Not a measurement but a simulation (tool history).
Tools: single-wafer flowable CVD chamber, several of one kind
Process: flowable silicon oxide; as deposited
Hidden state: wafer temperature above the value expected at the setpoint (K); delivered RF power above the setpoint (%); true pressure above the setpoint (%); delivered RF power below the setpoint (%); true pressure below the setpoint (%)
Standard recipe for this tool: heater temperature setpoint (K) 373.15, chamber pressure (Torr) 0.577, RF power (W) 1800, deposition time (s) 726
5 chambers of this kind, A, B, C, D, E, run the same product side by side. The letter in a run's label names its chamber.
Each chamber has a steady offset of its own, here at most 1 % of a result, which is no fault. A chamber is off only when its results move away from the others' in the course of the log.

run    day  heater temperature setpoint (K)  chamber pressure (Torr)  RF power (W)  deposition time (s)  hours since the last thermocouple change  hours since the last RF generator calibration  hours since the last manometer calibration  read-back reference wafer on the same gauge, thickness_nm  mean film thickness on the monitor wafer (angstrom)
 1C  0.258                           373.15                    0.577          1800                  726                                    1425.3                                          136.6                                      1584.4                                                     286.05                                               2774.8
 2D  0.483                           373.15                    0.577          1800                  726                                    1124.0                                         1182.5                                       595.7                                                     285.98                                               2797.8
 3A  0.729                           373.15                    0.577          1800                  726                                      50.0                                          447.5                                      2397.2                                                     285.83                                               2758.1
 4E  0.933                           373.15                    0.577          1800                  726                                    2117.7                                          122.6                                      1151.5                                                     286.14                                               2759.5
 5B  1.125                           373.15                    0.577          1800                  726                                    1104.3                                          591.8                                       519.5                                                     286.01                                               2746.6
 6B  1.392                           373.15                    0.577          1800                  726                                    1110.7                                          598.2                                       525.9                                                     285.82                                               2733.6
 7D  1.621                           373.15                    0.577          1800                  726                                    1151.3                                         1209.8                                       623.0                                                     285.85                                               2795.7
 8A  1.833                           373.15                    0.577          1800                  726                                      76.5                                          474.0                                      2423.7                                                     286.01                                               2749.9
 9E  2.079                           373.15                    0.577          1800                  726                                    2145.2                                          150.1                                      1179.0                                                     286.16                                               2760.0
10C  2.350                           373.15                    0.577          1800                  726                                    1475.5                                          186.8                                      1634.6                                                     285.97                                               2771.8
11B  2.612                           373.15                    0.577          1800                  726                                    1140.0                                          627.5                                       555.2                                                     285.93                                               2738.9
12C  2.746                           373.15                    0.577          1800                  726                                    1485.0                                          196.3                                      1644.1                                                     285.93                                               2777.9
13A  2.971                           373.15                    0.577          1800                  726                                     103.8                                          501.3                                      2451.0                                                     286.12                                               2746.7
14E  3.104                           373.15                    0.577          1800                  726                                    2169.8                                          174.7                                      1203.6                                                     286.14                                               2750.3
15D  3.238                           373.15                    0.524          1800                  726                                    1190.1                                         1248.6                                       661.8                                                     285.86                                               2425.3
16D  3.446                           373.15                    0.524          1800                  726                                    1195.1                                         1253.6                                       666.8                                                     285.95                                               2411.0
17E  3.612                           373.15                    0.524          1800                  726                                    2182.0                                          186.9                                      1215.8                                                     285.97                                               2417.3
18A  3.804                           373.15                    0.524          1800                  726                                     123.8                                          521.3                                      2471.0                                                     286.03                                               2396.2
19B  4.054                           373.15                    0.524          1800                  726                                    1174.6                                          662.1                                       589.8                                                     285.96                                               2388.6
20C  4.312                           373.15                    0.577          1800                  726                                    1522.6                                          233.9                                      1681.7                                                     286.09                                               2768.8
21D  4.558                           373.15                    0.577          1800                  726                                    1221.8                                         1280.3                                       693.5                                                     286.11                                               2756.7
22C  4.821                           373.15                    0.577          1800                  726                                    1534.8                                          246.1                                      1693.9                                                     286.12                                               2785.0
23B  4.950                           373.15                    0.577          1800                  726                                    1196.1                                          683.6                                       611.3                                                     285.94                                               2750.7
24E  5.138                           373.15                    0.577          1800                  726                                    2218.6                                          223.5                                      1252.4                                                     285.88                                               2767.2
25A  5.392                           373.15                    0.577          1800                  726                                     161.9                                          559.4                                      2509.1                                                     286.03                                               2762.1
26D  5.554                           373.15                    0.577          1800                  726                                    1245.7                                         1304.2                                       717.4                                                     285.83                                               2753.8
27E  5.692                           373.15                    0.577          1800                  726                                    2231.9                                          236.8                                      1265.7                                                     286.07                                               2750.8
28B  5.883                           373.15                    0.577          1800                  726                                    1218.5                                          706.0                                       633.7                                                     286.10                                               2736.7
29C  6.008                           373.15                    0.577          1800                  726                                    1563.3                                          274.6                                      1722.4                                                     285.95                                               2777.0
30A  6.238                           373.15                    0.577          1800                  726                                     182.2                                          579.7                                      2529.4                                                     286.09                                               2737.8
31C  6.412                           373.15                    0.577          1800                  726                                    1573.0                                          284.3                                      1732.1                                                     286.18                                               2757.6
32B  6.571                           373.15                    0.577          1800                  726                                    1235.0                                          722.5                                       650.2                                                     286.21                                               2749.1
33E  6.829                           373.15                    0.506          1535                  726                                    2259.2                                          264.1                                      1293.0                                                     285.86                                               2175.3
34D  7.104                           373.15                    0.506          1535                  726                                    1282.9                                         1341.4                                       754.6                                                     285.80                                               2154.9
35A  7.350                           373.15                    0.506          1535                  726                                     208.9                                          606.4                                      2556.1                                                     286.10                                               2199.4
36C  7.596                           373.15                    0.506          1535                  726                                    1601.4                                          312.7                                      1760.5                                                     286.08                                               2203.5
37B  7.804                           373.15                    0.506          1535                  726                                    1264.6                                          752.1                                       679.8                                                     285.96                                               2177.2

Next, every chamber runs the same settings. What will each give?
38A  8.012                           380.15                    0.577          1800                  726                                                                                                                                                                                                                                                    ?
38B  8.012                           380.15                    0.577          1800                  726                                                                                                                                                                                                                                                    ?
38C  8.012                           380.15                    0.577          1800                  726                                                                                                                                                                                                                                                    ?
38D  8.012                           380.15                    0.577          1800                  726                                                                                                                                                                                                                                                    ?
38E  8.012                           380.15                    0.577          1800                  726                                                                                                                                                                                                                                                    ?

run  mean film thickness on the monitor wafer (angstrom)
38A                                               2177.5
38B                                               2162.5
38C                                               2186.4
38D                                               2142.4
38E                                               2187.1

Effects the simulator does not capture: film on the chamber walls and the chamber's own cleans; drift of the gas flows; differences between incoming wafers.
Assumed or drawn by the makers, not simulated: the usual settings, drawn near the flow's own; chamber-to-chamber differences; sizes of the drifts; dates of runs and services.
